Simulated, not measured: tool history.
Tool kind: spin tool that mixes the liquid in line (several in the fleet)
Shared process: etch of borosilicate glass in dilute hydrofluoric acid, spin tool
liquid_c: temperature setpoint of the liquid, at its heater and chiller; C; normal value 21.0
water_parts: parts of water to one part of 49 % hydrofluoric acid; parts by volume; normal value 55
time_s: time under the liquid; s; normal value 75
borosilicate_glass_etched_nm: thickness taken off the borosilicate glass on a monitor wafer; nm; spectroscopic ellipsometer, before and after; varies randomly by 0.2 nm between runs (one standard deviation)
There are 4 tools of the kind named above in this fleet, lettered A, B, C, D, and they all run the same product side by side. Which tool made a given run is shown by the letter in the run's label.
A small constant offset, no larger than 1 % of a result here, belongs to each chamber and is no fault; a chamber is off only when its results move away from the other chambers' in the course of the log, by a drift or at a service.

run	hour	liquid_c	water_parts	time_s	hours since the thermometer was replaced	hours since the hydrofluoric acid flow meter was replaced	read-back film thickness of the borosilicate glass reference wafer, read on the same gauge (nm)	borosilicate_glass_etched_nm
1A	2.3	21.0	55	75	686.1	189.8	139.99	21.841
2D	4.6	21.0	55	75	916.5	1380.2	140.04	21.308
3C	8.8	21.0	55	75	457.9	974.7	140.00	21.303
4B	11.8	21.0	55	75	1426.7	457.6	140.04	21.107
5A	14.8	21.0	55	75	698.6	202.3	139.99	21.665
6C	18.3	21.0	35	50	467.4	984.2	140.01	23.277
7D	22.7	21.0	35	50	934.6	1398.3	140.00	22.692
8B	26.5	21.0	35	50	1441.4	472.3	140.01	22.987
9A	29.9	21.0	35	50	713.7	217.4	140.03	23.296
10B	32.4	21.0	55	75	1447.3	478.2	140.00	21.351
11D	34.9	21.0	55	75	946.8	1410.5	139.99	21.020
12C	38.8	21.0	55	75	487.9	1004.7	139.99	21.559
13C	42.9	21.0	55	75	492.0	1008.8	140.00	21.750
14B	45.2	21.0	55	75	1460.1	491.0	139.96	21.247
15A	49.9	21.0	55	75	733.7	237.4	139.98	21.546
16D	54.6	21.0	55	75	966.5	1430.2	140.02	21.386
17D	57.3	21.0	55	75	969.2	1432.9	140.00	21.268
18A	60.0	21.0	55	75	743.8	247.5	140.05	21.653
19C	62.2	17.0	55	95	511.3	1028.1	140.03	23.049
20B	66.1	17.0	55	95	1481.0	511.9	140.01	22.567
21C	68.6	17.0	55	95	517.7	1034.5	139.97	22.748
22B	71.7	17.0	55	95	1486.6	517.5	139.95	22.248
23A	76.3	17.5	30	75	760.1	263.8	139.99	34.739
24D	78.6	17.5	30	75	990.5	1454.2	140.03	34.060
25A	80.9	17.5	30	75	764.7	268.4	139.99	35.018
26D	84.6	17.5	30	75	996.5	1460.2	140.00	33.827
27B	86.7	21.0	55	75	1501.6	532.5	140.05	20.696
28C	90.2	17.0	70	75	539.3	1056.1	140.00	14.095
29C	93.5	17.0	70	75	542.6	1059.4	139.97	13.843
30A	97.9	17.0	70	75	781.7	285.4	140.01	14.035
31D	100.2	17.0	70	75	1012.1	1475.8	139.97	14.091
32B	102.5	21.0	55	75	1517.4	548.3	140.00	20.241
33B	106.8	19.0	75	75	1521.7	552.6	140.04	13.629
34A	109.0	19.0	75	75	792.8	296.5	140.06	14.017
35D	111.7	19.0	75	75	1023.6	1487.3	139.98	14.199
36C	116.0	19.0	75	75	565.1	1081.9	139.99	13.983
37B	118.3	21.0	55	75	1533.2	564.1	140.01	20.486
38A	122.9	21.0	55	75	806.7	310.4	139.99	21.185
# hour 124.9: chamber D: thermometer replaced
39D	126.4	21.0	55	75	1.6	1502.0	139.97	21.291
40C	130.3	21.0	55	75	579.4	1096.2	140.03	21.406
41C	134.6	21.0	55	75	583.7	1100.5	139.98	21.421

Has any chamber moved away from the others, gradually or after a service, or does the common gauge drift, or do the chambers differ only by their own small steady offsets? State the chamber and the most likely cause if one applies.

Little by little, chamber B moves away from the other chambers.
Likeliest cause: liquid colder than its thermometer reads (K) = 1.18.
The log may not separate it from: hydrofluoric acid flow below the setpoint (%).

Chamber B could run next with any of the 4 candidate recipes listed below; each alters the usual settings, and their results appear as question marks. Which one brings its results back in line with what the other chambers deliver on the usual settings?
Counts as in line when no further than this from what the other chambers average on the usual settings: borosilicate_glass_etched_nm 0.680 nm
42B-1	138.0	18.5	55	75				?
42B-2	138.0	22.0	55	75				?
42B-3	138.0	20.0	55	75				?
42B-4	138.0	21.0	50	75				?

The other chambers' mean on the usual settings: borosilicate_glass_etched_nm 21.395 nm
run	borosilicate_glass_etched_nm
42B-1	18.211
42B-2	21.187
42B-3	19.441
42B-4	22.470
42B-2 puts the chamber back in line with the other chambers.
